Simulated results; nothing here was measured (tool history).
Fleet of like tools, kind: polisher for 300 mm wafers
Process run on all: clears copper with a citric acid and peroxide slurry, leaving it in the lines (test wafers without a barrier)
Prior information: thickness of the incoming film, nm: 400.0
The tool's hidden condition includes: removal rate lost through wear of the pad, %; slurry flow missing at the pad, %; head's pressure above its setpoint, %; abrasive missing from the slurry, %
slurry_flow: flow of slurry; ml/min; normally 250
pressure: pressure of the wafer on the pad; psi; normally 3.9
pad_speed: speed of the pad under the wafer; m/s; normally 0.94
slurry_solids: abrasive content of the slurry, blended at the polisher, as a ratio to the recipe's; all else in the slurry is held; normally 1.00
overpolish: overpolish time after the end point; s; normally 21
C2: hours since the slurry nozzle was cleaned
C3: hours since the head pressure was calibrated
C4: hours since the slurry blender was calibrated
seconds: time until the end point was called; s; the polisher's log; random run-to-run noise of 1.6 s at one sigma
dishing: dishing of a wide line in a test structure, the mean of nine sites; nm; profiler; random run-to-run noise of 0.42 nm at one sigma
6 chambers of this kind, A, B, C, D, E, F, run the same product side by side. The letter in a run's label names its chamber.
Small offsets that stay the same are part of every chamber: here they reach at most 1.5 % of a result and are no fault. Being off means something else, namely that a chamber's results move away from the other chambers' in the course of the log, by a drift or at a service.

At hour 3.0: chamber A: slurry blender recalibrated.
Run 1D, hour 4.9: usual settings; wafers polished on this pad 396; C2 323.0; C3 823.3; C4 328.8. Result: seconds 142.29 s, dishing 38.960 nm.
Run 2F, hour 8.4: usual settings; wafers polished on this pad 1312; C2 421.2; C3 221.8; C4 30.4. Result: seconds 142.70 s, dishing 39.853 nm.
At hour 10.9: chamber F: worn pad replaced by a new one.
At hour 11.1: chamber C: worn pad replaced by a new one.
Run 3C, hour 13.9: usual settings; wafers polished on this pad 13; C2 52.3; C3 189.4; C4 297.7. Result: seconds 141.87 s, dishing 39.389 nm.
Run 4B, hour 20.1: usual settings; wafers polished on this pad 1062; C2 736.7; C3 489.3; C4 106.7. Result: seconds 146.96 s, dishing 39.266 nm.
At hour 25.3: chamber B: slurry nozzle cleaned.
Run 5A, hour 27.9: usual settings; wafers polished on this pad 262; C2 489.4; C3 1106.6; C4 24.9. Result: seconds 140.31 s, dishing 39.965 nm.
Run 6E, hour 32.3: usual settings; wafers polished on this pad 252; C2 359.5; C3 325.7; C4 145.2. Result: seconds 142.89 s, dishing 39.799 nm.
Run 7C, hour 39.5: usual settings; wafers polished on this pad 135; C2 77.9; C3 215.0; C4 323.3. Result: seconds 145.16 s, dishing 39.323 nm.
Run 8D, hour 47.7: usual settings; wafers polished on this pad 600; C2 365.8; C3 866.1; C4 371.6. Result: seconds 141.85 s, dishing 40.169 nm.
Run 9B, hour 51.9: usual settings; wafers polished on this pad 1213; C2 26.6; C3 521.1; C4 138.5. Result: seconds 143.00 s, dishing 39.372 nm.
At hour 55.0: chamber C: slurry blender recalibrated.
Run 10F, hour 58.8: usual settings but slurry_flow 285 ml/min; wafers polished on this pad 228; C2 471.6; C3 272.2; C4 80.8. Result: seconds 141.34 s, dishing 40.428 nm.
Run 11A, hour 62.6: usual settings but slurry_flow 285 ml/min; wafers polished on this pad 427; C2 524.1; C3 1141.3; C4 59.6. Result: seconds 139.87 s, dishing 40.585 nm.
At hour 68.6: chamber D: slurry blender recalibrated.
Run 12E, hour 69.8: usual settings but slurry_flow 285 ml/min; wafers polished on this pad 430; C2 397.0; C3 363.2; C4 182.7. Result: seconds 139.59 s, dishing 40.197 nm.
Run 13C, hour 77.0: usual settings but slurry_flow 285 ml/min; wafers polished on this pad 314; C2 115.4; C3 252.5; C4 22.0. Result: seconds 140.96 s, dishing 40.911 nm.
At hour 78.6: chamber B: worn pad replaced by a new one.
Run 14B, hour 81.8: usual settings but slurry_flow 285 ml/min; wafers polished on this pad 15; C2 56.5; C3 551.0; C4 168.4. Result: seconds 141.04 s, dishing 39.876 nm.
Run 15E, hour 86.8: usual settings but slurry_flow 285 ml/min; wafers polished on this pad 511; C2 414.0; C3 380.2; C4 199.7. Result: seconds 139.18 s, dishing 40.416 nm.
Run 16D, hour 93.3: usual settings; wafers polished on this pad 817; C2 411.4; C3 911.7; C4 24.8. Result: seconds 146.60 s, dishing 40.198 nm.
Run 17A, hour 99.5: usual settings; wafers polished on this pad 603; C2 561.0; C3 1178.2; C4 96.5. Result: seconds 141.29 s, dishing 40.719 nm.
Run 18F, hour 103.3: usual settings; wafers polished on this pad 440; C2 516.1; C3 316.7; C4 125.3. Result: seconds 144.36 s, dishing 39.820 nm.
Run 19A, hour 108.8: usual settings; wafers polished on this pad 647; C2 570.3; C3 1187.5; C4 105.8. Result: seconds 142.43 s, dishing 39.781 nm.
Run 20D, hour 113.8: usual settings; wafers polished on this pad 914; C2 431.9; C3 932.2; C4 45.3. Result: seconds 144.02 s, dishing 39.688 nm.
Run 21E, hour 120.2: usual settings; wafers polished on this pad 670; C2 447.4; C3 413.6; C4 233.1. Result: seconds 142.98 s, dishing 39.886 nm.
Run 22C, hour 125.3: usual settings; wafers polished on this pad 544; C2 163.7; C3 300.8; C4 70.3. Result: seconds 143.09 s, dishing 40.291 nm.
Run 23B, hour 129.3: usual settings; wafers polished on this pad 241; C2 104.0; C3 598.5; C4 215.9. Result: seconds 145.09 s, dishing 39.269 nm.
At hour 130.0: chamber C: worn pad replaced by a new one.
Run 24F, hour 136.7: usual settings; wafers polished on this pad 599; C2 549.5; C3 350.1; C4 158.7. Result: seconds 143.38 s, dishing 39.961 nm.
Run 25E, hour 143.0: usual settings; wafers polished on this pad 779; C2 470.2; C3 436.4; C4 255.9. Result: seconds 146.45 s, dishing 39.485 nm.
At hour 144.0: chamber B: slurry blender recalibrated.
Run 26B, hour 149.3: usual settings but slurry_solids 0.85; wafers polished on this pad 336; C2 124.0; C3 618.5; C4 5.3. Result: seconds 145.90 s, dishing 37.907 nm.
Run 27C, hour 153.1: usual settings but slurry_solids 0.85; wafers polished on this pad 110; C2 191.5; C3 328.6; C4 98.1. Result: seconds 145.76 s, dishing 38.449 nm.
At hour 157.0: chamber A: head pressure recalibrated.
Run 28F, hour 161.2: usual settings but slurry_solids 0.85; wafers polished on this pad 716; C2 574.0; C3 374.6; C4 183.2. Result: seconds 152.61 s, dishing 39.064 nm.
At hour 165.5: chamber F: slurry blender recalibrated.
Run 29D, hour 169.1: usual settings but slurry_solids 0.85; wafers polished on this pad 1178; C2 487.2; C3 987.5; C4 100.6. Result: seconds 148.38 s, dishing 38.907 nm.
At hour 172.2: chamber C: slurry nozzle cleaned.
Run 30A, hour 174.4: usual settings but slurry_solids 0.85; wafers polished on this pad 960; C2 635.9; C3 17.5; C4 171.4. Result: seconds 144.48 s, dishing 39.422 nm.
Run 31E, hour 179.7: usual settings but slurry_solids 0.85; wafers polished on this pad 954; C2 506.9; C3 473.1; C4 292.6. Result: seconds 150.07 s, dishing 38.322 nm.
Run 32F, hour 185.8: usual settings; wafers polished on this pad 833; C2 598.6; C3 399.2; C4 20.4. Result: seconds 143.89 s, dishing 40.518 nm.
At hour 187.5: chamber F: slurry nozzle cleaned.
Run 33C, hour 193.2: usual settings but slurry_flow 190 ml/min, slurry_solids 0.70; wafers polished on this pad 301; C2 21.1; C3 368.7; C4 138.2. Result: seconds 160.18 s, dishing 35.958 nm.
At hour 196.1: chamber D: slurry nozzle cleaned.
Run 34D, hour 197.3: usual settings but slurry_flow 190 ml/min, slurry_solids 0.70; wafers polished on this pad 1312; C2 1.3; C3 1015.7; C4 128.8. Result: seconds 160.02 s, dishing 35.893 nm.
Run 35A, hour 205.2: usual settings but slurry_flow 190 ml/min, slurry_solids 0.70; wafers polished on this pad 1106; C2 666.7; C3 48.3; C4 202.2. Result: seconds 159.97 s, dishing 37.144 nm.
Run 36B, hour 213.3: usual settings but slurry_flow 190 ml/min, slurry_solids 0.70; wafers polished on this pad 641; C2 188.0; C3 682.5; C4 69.3. Result: seconds 161.13 s, dishing 35.905 nm.
Run 37F, hour 220.6: usual settings but slurry_flow 190 ml/min, slurry_solids 0.70; wafers polished on this pad 998; C2 33.2; C3 434.0; C4 55.2. Result: seconds 161.05 s, dishing 35.785 nm.
Run 38B, hour 224.4: usual settings but slurry_flow 190 ml/min, slurry_solids 0.70; wafers polished on this pad 694; C2 199.1; C3 693.6; C4 80.4. Result: seconds 160.14 s, dishing 36.671 nm.
At hour 230.5: chamber E: slurry nozzle cleaned.
Run 39E, hour 230.7: usual settings; wafers polished on this pad 1197; C2 0.2; C3 524.1; C4 343.6. Result: seconds 141.46 s, dishing 39.631 nm.
Run 40A, hour 234.3: usual settings; wafers polished on this pad 1245; C2 695.8; C3 77.4; C4 231.3. Result: seconds 142.47 s, dishing 40.791 nm.

All 6 chambers run these settings next. Forecast each chamber's results:
Run 41A, hour 240.2: usual settings. Result: seconds ?, dishing ?.
Run 41B, hour 240.2: usual settings. Result: seconds ?, dishing ?.
Run 41C, hour 240.2: usual settings. Result: seconds ?, dishing ?.
Run 41D, hour 240.2: usual settings. Result: seconds ?, dishing ?.
Run 41E, hour 240.2: usual settings. Result: seconds ?, dishing ?.
Run 41F, hour 240.2: usual settings. Result: seconds ?, dishing ?.

run  seconds  dishing
41A   138.25   39.072
41B   143.95   39.250
41C   141.17   40.493
41D   145.13   39.237
41E   146.13   39.755
41F   145.56   40.177
